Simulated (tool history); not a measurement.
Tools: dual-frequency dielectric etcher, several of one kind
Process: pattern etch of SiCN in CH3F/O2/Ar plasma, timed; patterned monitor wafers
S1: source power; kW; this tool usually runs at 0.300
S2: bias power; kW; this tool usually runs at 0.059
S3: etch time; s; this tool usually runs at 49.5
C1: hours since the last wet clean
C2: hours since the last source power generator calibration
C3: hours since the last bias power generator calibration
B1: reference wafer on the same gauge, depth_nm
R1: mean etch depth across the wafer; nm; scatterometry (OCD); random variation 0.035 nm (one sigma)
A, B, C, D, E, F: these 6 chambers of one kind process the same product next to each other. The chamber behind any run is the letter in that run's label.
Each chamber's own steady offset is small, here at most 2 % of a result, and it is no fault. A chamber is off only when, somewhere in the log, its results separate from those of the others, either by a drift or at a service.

{"run": "1C", "day": 0.196, "S1": 0.3, "S2": 0.059, "S3": 49.5, "C1": 215.3, "C2": 2261.8, "C3": 3910.5, "B1": 13.807, "R1": 15.484}
{"run": "2D", "day": 0.333, "S1": 0.3, "S2": 0.059, "S3": 49.5, "C1": 338.3, "C2": 763.1, "C3": 460.2, "B1": 13.799, "R1": 15.649}
{"run": "3A", "day": 0.5, "S1": 0.3, "S2": 0.059, "S3": 49.5, "C1": 427.8, "C2": 1502.1, "C3": 1051.9, "B1": 13.802, "R1": 15.709}
{"run": "4E", "day": 0.688, "S1": 0.3, "S2": 0.059, "S3": 49.5, "C1": 292.2, "C2": 261.2, "C3": 2671.4, "B1": 13.803, "R1": 15.434}
{"run": "5B", "day": 0.804, "S1": 0.3, "S2": 0.059, "S3": 49.5, "C1": 222.9, "C2": 4752.5, "C3": 337.3, "B1": 13.804, "R1": 15.38}
{"run": "6F", "day": 0.921, "S1": 0.24, "S2": 0.059, "S3": 49.5, "C1": 217.6, "C2": 279.6, "C3": 1301.1, "B1": 13.806, "R1": 14.578}
{"run": "7B", "day": 1.038, "S1": 0.24, "S2": 0.059, "S3": 49.5, "C1": 228.5, "C2": 4758.1, "C3": 342.9, "B1": 13.795, "R1": 14.214}
{"run": "8A", "day": 1.138, "S1": 0.24, "S2": 0.059, "S3": 49.5, "C1": 443.1, "C2": 1517.4, "C3": 1067.2, "B1": 13.799, "R1": 14.414}
{"run": "9C", "day": 1.246, "S1": 0.24, "S2": 0.059, "S3": 49.5, "C1": 240.5, "C2": 2287.0, "C3": 3935.7, "B1": 13.801, "R1": 14.224}
{"run": "10D", "day": 1.367, "S1": 0.24, "S2": 0.059, "S3": 49.5, "C1": 363.1, "C2": 787.9, "C3": 485.0, "B1": 13.801, "R1": 14.275}
{"run": "11F", "day": 1.504, "S1": 0.24, "S2": 0.059, "S3": 49.5, "C1": 231.6, "C2": 293.6, "C3": 1315.1, "B1": 13.803, "R1": 14.597}
{"run": "12E", "day": 1.612, "S1": 0.3, "S2": 0.059, "S3": 49.5, "C1": 314.4, "C2": 283.4, "C3": 2693.6, "B1": 13.799, "R1": 15.459}
{"run": "13A", "day": 1.75, "S1": 0.3, "S2": 0.059, "S3": 49.5, "C1": 457.8, "C2": 1532.1, "C3": 1081.9, "B1": 13.787, "R1": 15.652}
{"run": "14B", "day": 1.883, "S1": 0.3, "S2": 0.059, "S3": 49.5, "C1": 248.8, "C2": 4778.4, "C3": 363.2, "B1": 13.804, "R1": 15.418}
{"run": "15F", "day": 2.012, "S1": 0.3, "S2": 0.059, "S3": 49.5, "C1": 243.8, "C2": 305.8, "C3": 1327.3, "B1": 13.792, "R1": 15.85}
{"run": "16C", "day": 2.188, "S1": 0.3, "S2": 0.059, "S3": 49.5, "C1": 263.1, "C2": 2309.6, "C3": 3958.3, "B1": 13.8, "R1": 15.511}
{"run": "17D", "day": 2.367, "S1": 0.3, "S2": 0.059, "S3": 49.5, "C1": 387.1, "C2": 811.9, "C3": 509.0, "B1": 13.805, "R1": 15.574}
{"run": "18E", "day": 2.504, "S1": 0.3, "S2": 0.05, "S3": 60.5, "C1": 335.8, "C2": 304.8, "C3": 2715.0, "B1": 13.803, "R1": 17.755}
{"run": "19A", "day": 2.679, "S1": 0.3, "S2": 0.05, "S3": 60.5, "C1": 480.1, "C2": 1554.4, "C3": 1104.2, "B1": 13.798, "R1": 18.176}
{"run": "20B", "day": 2.804, "S1": 0.3, "S2": 0.05, "S3": 60.5, "C1": 270.9, "C2": 4800.5, "C3": 385.3, "B1": 13.806, "R1": 17.788}
{"run": "21E", "day": 3.004, "S1": 0.3, "S2": 0.05, "S3": 60.5, "C1": 347.8, "C2": 316.8, "C3": 2727.0, "B1": 13.803, "R1": 17.783}
{"day": 3.062, "done": "chamber D: wet clean of the chamber"}
{"run": "22D", "day": 3.171, "S1": 0.3, "S2": 0.05, "S3": 60.5, "C1": 2.6, "C2": 831.2, "C3": 528.3, "B1": 13.799, "R1": 18.052}
{"run": "23C", "day": 3.338, "S1": 0.3, "S2": 0.05, "S3": 60.5, "C1": 290.7, "C2": 2337.2, "C3": 3985.9, "B1": 13.804, "R1": 17.843}
{"run": "24F", "day": 3.488, "S1": 0.3, "S2": 0.059, "S3": 49.5, "C1": 279.2, "C2": 341.2, "C3": 1362.7, "B1": 13.795, "R1": 15.823}
{"run": "25A", "day": 3.583, "S1": 0.3, "S2": 0.071, "S3": 61.0, "C1": 501.8, "C2": 1576.1, "C3": 1125.9, "B1": 13.801, "R1": 20.59}
{"run": "26D", "day": 3.704, "S1": 0.3, "S2": 0.071, "S3": 61.0, "C1": 15.4, "C2": 844.0, "C3": 541.1, "B1": 13.794, "R1": 20.616}
{"run": "27E", "day": 3.908, "S1": 0.3, "S2": 0.071, "S3": 61.0, "C1": 369.5, "C2": 338.5, "C3": 2748.7, "B1": 13.803, "R1": 20.185}
{"run": "28F", "day": 4.0, "S1": 0.3, "S2": 0.071, "S3": 61.0, "C1": 291.5, "C2": 353.5, "C3": 1375.0, "B1": 13.798, "R1": 20.79}
{"run": "29C", "day": 4.096, "S1": 0.3, "S2": 0.071, "S3": 61.0, "C1": 308.9, "C2": 2355.4, "C3": 4004.1, "B1": 13.798, "R1": 20.188}
{"run": "30B", "day": 4.229, "S1": 0.3, "S2": 0.071, "S3": 61.0, "C1": 305.1, "C2": 4834.7, "C3": 419.5, "B1": 13.807, "R1": 20.294}
{"run": "31B", "day": 4.375, "S1": 0.3, "S2": 0.059, "S3": 49.5, "C1": 308.6, "C2": 4838.2, "C3": 423.0, "B1": 13.799, "R1": 15.4}
{"run": "32C", "day": 4.508, "S1": 0.3, "S2": 0.059, "S3": 49.5, "C1": 318.8, "C2": 2365.3, "C3": 4014.0, "B1": 13.793, "R1": 15.29}
{"run": "33A", "day": 4.671, "S1": 0.3, "S2": 0.059, "S3": 49.5, "C1": 527.9, "C2": 1602.2, "C3": 1152.0, "B1": 13.804, "R1": 15.732}
{"run": "34D", "day": 4.817, "S1": 0.3, "S2": 0.059, "S3": 55.0, "C1": 42.1, "C2": 870.7, "C3": 567.8, "B1": 13.803, "R1": 17.414}
{"run": "35F", "day": 5.004, "S1": 0.3, "S2": 0.059, "S3": 55.0, "C1": 315.6, "C2": 377.6, "C3": 1399.1, "B1": 13.802, "R1": 17.643}
{"run": "36E", "day": 5.2, "S1": 0.3, "S2": 0.059, "S3": 55.0, "C1": 400.5, "C2": 369.5, "C3": 2779.7, "B1": 13.804, "R1": 17.157}
{"day": 5.279, "done": "chamber A: wet clean of the chamber"}
{"run": "37C", "day": 5.292, "S1": 0.3, "S2": 0.059, "S3": 55.0, "C1": 337.6, "C2": 2384.1, "C3": 4032.8, "B1": 13.802, "R1": 17.01}
{"run": "38D", "day": 5.421, "S1": 0.3, "S2": 0.059, "S3": 55.0, "C1": 56.6, "C2": 885.2, "C3": 582.3, "B1": 13.792, "R1": 17.358}
{"run": "39F", "day": 5.588, "S1": 0.3, "S2": 0.059, "S3": 55.0, "C1": 329.6, "C2": 391.6, "C3": 1413.1, "B1": 13.799, "R1": 17.56}
{"run": "40E", "day": 5.775, "S1": 0.3, "S2": 0.059, "S3": 49.5, "C1": 414.3, "C2": 383.3, "C3": 2793.5, "B1": 13.798, "R1": 15.393}
{"run": "41A", "day": 5.971, "S1": 0.3, "S2": 0.059, "S3": 49.5, "C1": 16.6, "C2": 1633.4, "C3": 1183.2, "B1": 13.808, "R1": 15.584}

Read the log: is a single chamber off, either drifting away or since a service, is the gauge that measures every chamber drifting, or is nothing wrong beyond small per-chamber offsets? Name any odd chamber and what most likely caused it.

One chamber, C, drifts off from the rest bit by bit.
Most likely cause: etch rate under this chamber's usual, % = 1.53.
It could be hard to tell apart here from: source power that arrives under what is set, %; bias power that arrives under what is set, %.

Below are 4 candidate recipes for chamber C's next run, each the usual settings with a change, their results shown as question marks. Which of them brings C's results back in line with what the other chambers give on the usual settings?
A result is in line if it is within this distance of the other chambers' mean on the usual settings: R1 0.120 nm
{"run": "42C-1", "day": 6.112, "S1": 0.3, "S2": 0.053, "S3": 49.5, "R1": "?"}
{"run": "42C-2", "day": 6.112, "S1": 0.3, "S2": 0.059, "S3": 50.5, "R1": "?"}
{"run": "42C-3", "day": 6.112, "S1": 0.3, "S2": 0.059, "S3": 48.5, "R1": "?"}
{"run": "42C-4", "day": 6.112, "S1": 0.3, "S2": 0.059, "S3": 51.5, "R1": "?"}

The other chambers' mean on the usual settings: R1 15.597 nm
run=42C-1 R1=14.720
run=42C-2 R1=15.575
run=42C-3 R1=14.959
run=42C-4 R1=15.884
The right change is 42C-2: it brings the chamber back within the allowed miss of the others.

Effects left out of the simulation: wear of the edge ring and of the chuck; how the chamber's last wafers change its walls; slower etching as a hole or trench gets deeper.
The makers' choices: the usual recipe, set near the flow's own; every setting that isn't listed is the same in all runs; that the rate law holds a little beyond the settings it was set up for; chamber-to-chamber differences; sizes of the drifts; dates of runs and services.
